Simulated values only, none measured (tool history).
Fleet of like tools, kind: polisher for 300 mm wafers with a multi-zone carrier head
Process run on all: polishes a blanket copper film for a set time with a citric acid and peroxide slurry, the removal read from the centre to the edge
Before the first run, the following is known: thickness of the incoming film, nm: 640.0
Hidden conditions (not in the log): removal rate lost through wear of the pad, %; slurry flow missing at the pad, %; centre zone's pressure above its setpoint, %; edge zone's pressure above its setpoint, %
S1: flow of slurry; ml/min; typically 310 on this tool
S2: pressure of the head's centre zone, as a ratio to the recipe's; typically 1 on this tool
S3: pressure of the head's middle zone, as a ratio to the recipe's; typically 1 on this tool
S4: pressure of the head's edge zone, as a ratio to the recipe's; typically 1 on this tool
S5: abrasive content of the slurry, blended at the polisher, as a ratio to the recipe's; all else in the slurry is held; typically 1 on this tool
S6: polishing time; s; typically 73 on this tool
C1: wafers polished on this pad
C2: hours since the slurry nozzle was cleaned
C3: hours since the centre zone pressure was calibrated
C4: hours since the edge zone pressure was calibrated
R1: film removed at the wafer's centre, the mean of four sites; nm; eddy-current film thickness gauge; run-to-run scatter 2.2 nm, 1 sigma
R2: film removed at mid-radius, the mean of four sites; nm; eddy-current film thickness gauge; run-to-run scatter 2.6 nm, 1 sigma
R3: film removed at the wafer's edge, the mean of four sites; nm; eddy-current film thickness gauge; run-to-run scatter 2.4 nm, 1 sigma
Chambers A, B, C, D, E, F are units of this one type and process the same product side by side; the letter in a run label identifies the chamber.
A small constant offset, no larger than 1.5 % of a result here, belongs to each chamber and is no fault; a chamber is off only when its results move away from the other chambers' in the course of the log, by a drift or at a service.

At hour 5.4: chamber D: worn pad replaced by a new one.
Run 1A, hour 5.7: usual settings; C1 1112; C2 541; C3 975.6; C4 51. Result: R1 197.27 nm, R2 198.21 nm, R3 197.73 nm.
Run 2B, hour 9.4: usual settings; C1 615; C2 116.3; C3 215.5; C4 187. Result: R1 193.84 nm, R2 191.68 nm, R3 197.23 nm.
At hour 14.2: chamber F: centre zone pressure recalibrated.
Run 3C, hour 14.5: usual settings; C1 503; C2 222.4; C3 396.9; C4 56.5. Result: R1 195.21 nm, R2 200.28 nm, R3 193.36 nm.
Run 4D, hour 20.1: usual settings; C1 131; C2 264.5; C3 198.4; C4 296.4. Result: R1 197.42 nm, R2 200.59 nm, R3 198.71 nm.
At hour 22.3: chamber A: worn pad replaced by a new one.
Run 5E, hour 25.8: usual settings; C1 270; C2 279.7; C3 286.5; C4 308.8. Result: R1 195.52 nm, R2 193.22 nm, R3 192.18 nm.
Run 6F, hour 30.8: usual settings; C1 482; C2 244.5; C3 16.6; C4 865.5. Result: R1 191.88 nm, R2 191.35 nm, R3 194.72 nm.
Run 7E, hour 35.9: usual settings; C1 361; C2 289.8; C3 296.6; C4 318.9. Result: R1 193.91 nm, R2 196.07 nm, R3 193.69 nm.
At hour 38.1: chamber A: centre zone pressure recalibrated.
At hour 41: chamber A: slurry nozzle cleaned.
Run 8A, hour 42.3: usual settings; C1 179; C2 1.3; C3 4.3; C4 87.6. Result: R1 198.23 nm, R2 190.94 nm, R3 194.07 nm.
At hour 44.9: chamber C: slurry nozzle cleaned.
Run 9B, hour 47.1: usual settings; C1 953; C2 154; C3 253.2; C4 224.7. Result: R1 195.82 nm, R2 192.28 nm, R3 194.55 nm.
Run 10F, hour 52.1: usual settings but S3 0.96; C1 673; C2 265.8; C3 37.9; C4 886.8. Result: R1 190.2 nm, R2 185.71 nm, R3 194.74 nm.
Run 11D, hour 58.4: usual settings but S3 0.96; C1 474; C2 302.8; C3 236.7; C4 334.7. Result: R1 196.68 nm, R2 185.29 nm, R3 194.25 nm.
Run 12C, hour 61.8: usual settings but S3 0.96; C1 927; C2 17; C3 444.2; C4 103.8. Result: R1 199.1 nm, R2 188.35 nm, R3 197.24 nm.
At hour 66.4: chamber E: centre zone pressure recalibrated.
Run 13C, hour 68.9: usual settings but S3 0.96; C1 990; C2 24.1; C3 451.3; C4 110.9. Result: R1 195.02 nm, R2 192.88 nm, R3 196.14 nm.
At hour 69.4: chamber E: edge zone pressure recalibrated.
Run 14B, hour 74.6: usual settings but S3 0.96; C1 1199; C2 181.5; C3 280.7; C4 252.2. Result: R1 192.89 nm, R2 189.19 nm, R3 191.97 nm.
Run 15F, hour 77.7: usual settings but S3 0.96; C1 902; C2 291.4; C3 63.5; C4 912.4. Result: R1 191.68 nm, R2 189.46 nm, R3 193.56 nm.
At hour 78.4: chamber F: worn pad replaced by a new one.
Run 16E, hour 81.8: usual settings; C1 771; C2 335.7; C3 15.5; C4 12.4. Result: R1 189.49 nm, R2 189.55 nm, R3 190.71 nm.
Run 17D, hour 87.4: usual settings; C1 734; C2 331.8; C3 265.7; C4 363.7. Result: R1 196.7 nm, R2 202.32 nm, R3 196.15 nm.
Run 18A, hour 92.6: usual settings; C1 629; C2 51.6; C3 54.6; C4 137.9. Result: R1 199.44 nm, R2 196.44 nm, R3 200.39 nm.
At hour 95: chamber C: worn pad replaced by a new one.
Run 19C, hour 96.8: usual settings; C1 16; C2 52; C3 479.2; C4 138.8. Result: R1 194.15 nm, R2 200.57 nm, R3 197.2 nm.
Run 20B, hour 99.8: usual settings; C1 1424; C2 206.7; C3 305.9; C4 277.4. Result: R1 193.45 nm, R2 188.06 nm, R3 192.29 nm.
Run 21A, hour 103.7: usual settings but S4 1.08, S6 51 s; C1 729; C2 62.7; C3 65.7; C4 149. Result: R1 137.74 nm, R2 139.05 nm, R3 144.81 nm.
At hour 106.6: chamber B: centre zone pressure recalibrated.
Run 22D, hour 107.9: usual settings but S4 1.08, S6 51 s; C1 917; C2 352.3; C3 286.2; C4 384.2. Result: R1 137.95 nm, R2 137.48 nm, R3 143.79 nm.
Run 23F, hour 114.6: usual settings but S4 1.08, S6 51 s; C1 324; C2 328.3; C3 100.4; C4 949.3. Result: R1 132.75 nm, R2 134.98 nm, R3 139.48 nm.
Run 24E, hour 120.9: usual settings but S4 1.08, S6 51 s; C1 1121; C2 374.8; C3 54.6; C4 51.5. Result: R1 132.25 nm, R2 135.12 nm, R3 139.87 nm.
At hour 122: chamber E: worn pad replaced by a new one.
At hour 123: chamber E: slurry nozzle cleaned.
At hour 125.9: chamber D: edge zone pressure recalibrated.
Run 25A, hour 126.4: usual settings but S4 1.08, S6 51 s; C1 932; C2 85.4; C3 88.4; C4 171.7. Result: R1 139.87 nm, R2 132.88 nm, R3 140.95 nm.
Run 26E, hour 131.2: usual settings but S4 1.08, S6 51 s; C1 82; C2 8.3; C3 64.9; C4 61.8. Result: R1 136.11 nm, R2 139.36 nm, R3 138.25 nm.
Run 27C, hour 137.2: usual settings; C1 377; C2 92.4; C3 519.6; C4 179.2. Result: R1 195.23 nm, R2 200.48 nm, R3 195.99 nm.
At hour 138.8: chamber D: worn pad replaced by a new one.
Run 28F, hour 142: usual settings; C1 569; C2 355.7; C3 127.8; C4 976.7. Result: R1 195.25 nm, R2 198.08 nm, R3 199.03 nm.
Run 29B, hour 145.6: usual settings; C1 1834; C2 252.5; C3 39.1; C4 323.2. Result: R1 184.91 nm, R2 189.04 nm, R3 185.39 nm.
Run 30D, hour 150.5: usual settings; C1 105; C2 394.9; C3 328.8; C4 24.7. Result: R1 195.69 nm, R2 195.06 nm, R3 195.67 nm.
Run 31E, hour 156.4: usual settings; C1 308; C2 33.5; C3 90.1; C4 87. Result: R1 197.66 nm, R2 193.58 nm, R3 192.98 nm.
Run 32F, hour 161.6: usual settings; C1 744; C2 375.3; C3 147.4; C4 996.3. Result: R1 192.7 nm, R2 196.22 nm, R3 194.69 nm.
Run 33C, hour 168.7: usual settings; C1 659; C2 123.9; C3 551.1; C4 210.7. Result: R1 194.26 nm, R2 197.28 nm, R3 191.39 nm.
Run 34D, hour 173.9: usual settings; C1 314; C2 418.3; C3 352.2; C4 48.1. Result: R1 195.9 nm, R2 193.59 nm, R3 194.14 nm.
At hour 177.5: chamber F: worn pad replaced by a new one.
Run 35B, hour 179.7: usual settings; C1 2139; C2 286.6; C3 73.2; C4 357.3. Result: R1 186.31 nm, R2 186.27 nm, R3 184.56 nm.
Run 36A, hour 183: usual settings; C1 1439; C2 142; C3 145; C4 228.3. Result: R1 197.67 nm, R2 195.91 nm, R3 194.91 nm.
Run 37C, hour 186.8: usual settings; C1 821; C2 142; C3 569.2; C4 228.8. Result: R1 197.42 nm, R2 194.71 nm, R3 195.67 nm.
Run 38F, hour 193.5: usual settings; C1 144; C2 407.2; C3 179.3; C4 1028.2. Result: R1 192.14 nm, R2 197.55 nm, R3 189.52 nm.
Run 39B, hour 199.6: usual settings; C1 2317; C2 306.5; C3 93.1; C4 377.2. Result: R1 182.74 nm, R2 186.75 nm, R3 183.68 nm.
Run 40E, hour 204.9: usual settings; C1 742; C2 82; C3 138.6; C4 135.5. Result: R1 193.62 nm, R2 198.72 nm, R3 191.12 nm.

Is one chamber off against the others, does the gauge drift, or is nothing wrong? If a chamber is off, say which, and what the likeliest cause is.

Little by little, chamber B moves away from the other chambers.
Most likely cause: removal rate lost through wear of the pad, % = 6.18.
It could be hard to tell apart here from: slurry flow missing at the pad, %.

Below are 4 candidate recipes for chamber B's next run, each the usual settings with a change, their results shown as question marks. Which of them brings B's results back in line with what the other chambers give on the usual settings?
A result is in line if it is within this distance of the other chambers' mean on the usual settings: R1 7.6 nm; R2 9.1 nm; R3 8.3 nm
Run 41B-1, hour 210: usual settings but S1 315 ml/min, S4 1.01, S6 84 s. Result: R1 ?, R2 ?, R3 ?.
Run 41B-2, hour 210: usual settings but S6 77 s. Result: R1 ?, R2 ?, R3 ?.
Run 41B-3, hour 210: usual settings but S1 305 ml/min, S4 0.99, S6 64 s. Result: R1 ?, R2 ?, R3 ?.
Run 41B-4, hour 210: usual settings but S6 69 s. Result: R1 ?, R2 ?, R3 ?.

Other chambers, usual settings, mean: R1 195.15 nm; R2 195.65 nm; R3 195.3 nm
  run      R1      R2      R3
41B-1  213.59  210.67  211.24
41B-2  195.47  192.83   192.4
41B-3  162.19  160.03  158.87
41B-4  175.16   172.8  172.41
With 41B-2, the chamber falls back in line with the rest.

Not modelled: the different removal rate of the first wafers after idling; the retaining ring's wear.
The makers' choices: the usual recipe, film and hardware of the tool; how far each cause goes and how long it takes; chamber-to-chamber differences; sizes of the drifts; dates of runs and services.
